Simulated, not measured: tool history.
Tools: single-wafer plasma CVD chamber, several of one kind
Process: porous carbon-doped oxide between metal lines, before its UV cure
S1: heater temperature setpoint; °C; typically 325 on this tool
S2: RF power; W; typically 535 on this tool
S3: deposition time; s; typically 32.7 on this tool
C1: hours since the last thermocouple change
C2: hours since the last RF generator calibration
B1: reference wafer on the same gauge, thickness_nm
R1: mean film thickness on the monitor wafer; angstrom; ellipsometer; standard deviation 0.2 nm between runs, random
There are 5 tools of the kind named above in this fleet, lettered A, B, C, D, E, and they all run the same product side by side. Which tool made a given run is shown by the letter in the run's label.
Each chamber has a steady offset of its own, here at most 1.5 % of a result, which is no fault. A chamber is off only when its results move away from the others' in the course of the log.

run    day   S1   S2    S3      C1      C2      B1      R1
 1C  0.162  325  535  32.7  1762.2  1248.4  190.00  1631.5
 2B  0.408  325  535  32.7  1865.7  1597.8  189.92  1615.8
 3E  0.667  325  535  32.7   582.7   449.5  189.88  1623.8
 4D  0.950  325  535  32.7   748.7   599.1  189.90  1613.2
 5A  1.279  325  600  29.0  1145.7  1206.0  189.89  1544.7
 6A  1.592  325  600  29.0  1153.2  1213.5  189.89  1541.0
 7B  1.825  325  600  29.0  1899.7  1631.8  189.88  1550.0
 8C  1.992  325  600  29.0  1806.1  1292.3  189.84  1568.8
 9D  2.192  325  600  29.0   778.5   628.9  189.73  1549.5
10E  2.429  325  535  32.7   625.0   491.8  189.77  1618.9
11E  2.583  318  580  32.7   628.7   495.5  189.70  1772.3
12C  2.833  318  580  32.7  1826.3  1312.5  189.75  1777.3
13B  3.108  318  580  32.7  1930.5  1662.6  189.70  1760.0
14A  3.275  318  580  32.7  1193.6  1253.9  189.63  1757.5
15D  3.504  318  580  32.7   810.0   660.4  189.64  1763.5
16C  3.667  325  535  32.7  1846.3  1332.5  189.58  1633.8
17B  3.917  325  535  32.7  1949.9  1682.0  189.62  1613.1
18E  4.162  325  535  32.7   666.6   533.4  189.55  1620.4
19D  4.467  325  500  32.7   833.1   683.5  189.57  1540.2
20A  4.762  325  500  32.7  1229.3  1289.6  189.46  1535.7
21A  5.021  325  500  32.7  1235.5  1295.8  189.46  1535.3
22B  5.258  325  500  32.7  1982.1  1714.2  189.45  1543.3
23D  5.500  325  500  32.7   857.9   708.3  189.48  1542.8
24E  5.808  325  535  32.7   706.1   572.9  189.47  1619.8
25C  6.092  325  535  32.7  1904.5  1390.7  189.37  1628.4
26E  6.388  325  535  32.7   720.0   586.8  189.33  1613.7
27C  6.550  325  535  32.7  1915.5  1401.7  189.35  1633.2
28B  6.783  325  495  28.7  2018.7  1750.8  189.24  1349.1
29A  7.117  325  495  28.7  1285.8  1346.1  189.26  1343.9
30D  7.350  325  495  28.7   902.3   752.7  189.25  1347.3
     7.450  -- chamber B: RF generator calibrated
31B  7.550  325  495  28.7  2037.1     2.4  189.23  1347.6
32A  7.812  325  495  28.7  1302.5  1362.8  189.18  1343.0
33D  8.004  325  535  32.7   918.0   768.4  189.22  1607.2
34C  8.317  325  535  32.7  1957.9  1444.1  189.12  1626.4
35E  8.483  325  535  32.7   770.3   637.1  189.15  1613.7
36B  8.758  325  535  32.7  2066.1    31.4  189.13  1606.7
37A  9.046  325  535  32.7  1332.1  1392.4  189.07  1602.9
38E  9.262  325  535  32.7   789.0   655.8  189.00  1614.6

All chambers now run identical settings, listed one chamber a line with results as question marks. What results will each chamber show?
39A  9.504  325  535  32.7               ?
39B  9.504  325  535  32.7               ?
39C  9.504  325  535  32.7               ?
39D  9.504  325  535  32.7               ?
39E  9.504  325  535  32.7               ?

run      R1
39A  1603.8
39B  1608.0
39C  1622.3
39D  1608.4
39E  1611.0
